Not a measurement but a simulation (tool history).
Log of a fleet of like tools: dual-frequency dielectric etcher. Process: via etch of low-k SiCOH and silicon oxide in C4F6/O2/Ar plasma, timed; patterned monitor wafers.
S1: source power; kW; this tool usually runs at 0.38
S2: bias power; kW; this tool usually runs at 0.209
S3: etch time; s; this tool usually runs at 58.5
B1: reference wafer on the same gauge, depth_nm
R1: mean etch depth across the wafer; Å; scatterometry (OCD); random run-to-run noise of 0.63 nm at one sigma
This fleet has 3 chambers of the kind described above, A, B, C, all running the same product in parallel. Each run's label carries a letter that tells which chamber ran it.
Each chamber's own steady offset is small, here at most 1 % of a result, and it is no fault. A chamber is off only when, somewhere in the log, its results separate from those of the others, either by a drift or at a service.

At hour 11.3: chamber B: bias power generator calibrated.
Run 1B, hour 14.8: usual settings; B1 187.88. Result: R1 1574.9 Å.
Run 2A, hour 26.9: usual settings; B1 188.02. Result: R1 1574.4 Å.
Run 3C, hour 42.7: usual settings; B1 187.99. Result: R1 1551.4 Å.
Run 4C, hour 58.8: usual settings; B1 188.14. Result: R1 1556.5 Å.
Run 5B, hour 68.2: usual settings; B1 187.85. Result: R1 1565.2 Å.
Run 6A, hour 81.1: usual settings; B1 187.92. Result: R1 1581 Å.
Run 7B, hour 90.1: usual settings; B1 188.08. Result: R1 1550.9 Å.
Run 8C, hour 104.4: usual settings; B1 188.18. Result: R1 1558.3 Å.
Run 9A, hour 112.4: usual settings; B1 187.94. Result: R1 1580.2 Å.
Run 10A, hour 127.3: usual settings; B1 188.02. Result: R1 1579 Å.
Run 11C, hour 137.7: usual settings but S1 0.46 kW, S2 0.228 kW; B1 188.24. Result: R1 1720.8 Å.
Run 12B, hour 152: usual settings but S1 0.46 kW, S2 0.228 kW; B1 188.03. Result: R1 1741.2 Å.
At hour 160.2: chamber A: wet clean of the chamber.
Run 13A, hour 165.9: usual settings but S1 0.46 kW, S2 0.228 kW; B1 187.99. Result: R1 1737.8 Å.
Run 14C, hour 175.2: usual settings but S3 66 s; B1 188.05. Result: R1 1764.7 Å.
Run 15B, hour 184: usual settings but S3 66 s; B1 187.81. Result: R1 1772.4 Å.
At hour 197.5: chamber C: source power generator calibrated.
Run 16B, hour 198.9: usual settings but S3 66 s; B1 188.11. Result: R1 1772.2 Å.
Run 17C, hour 208.9: usual settings; B1 187.82. Result: R1 1550.7 Å.
Run 18A, hour 223.6: usual settings but S1 0.34 kW, S2 0.158 kW; B1 188.1. Result: R1 1377.7 Å.
Run 19B, hour 239.1: usual settings but S1 0.34 kW, S2 0.158 kW; B1 188.21. Result: R1 1373.1 Å.
Run 20A, hour 249.9: usual settings but S1 0.34 kW, S2 0.158 kW; B1 188.05. Result: R1 1381.1 Å.
Run 21C, hour 265.2: usual settings; B1 187.98. Result: R1 1549.1 Å.
Run 22C, hour 273.3: usual settings; B1 188.17. Result: R1 1565.2 Å.

All chambers now run identical settings, listed one chamber a line with results as question marks. What results will each chamber show?
Run 23A, hour 285: usual settings but S1 0.32 kW. Result: R1 ?.
Run 23B, hour 285: usual settings but S1 0.32 kW. Result: R1 ?.
Run 23C, hour 285: usual settings but S1 0.32 kW. Result: R1 ?.

run      R1
23A  1480.2
23B  1451.3
23C  1453.8

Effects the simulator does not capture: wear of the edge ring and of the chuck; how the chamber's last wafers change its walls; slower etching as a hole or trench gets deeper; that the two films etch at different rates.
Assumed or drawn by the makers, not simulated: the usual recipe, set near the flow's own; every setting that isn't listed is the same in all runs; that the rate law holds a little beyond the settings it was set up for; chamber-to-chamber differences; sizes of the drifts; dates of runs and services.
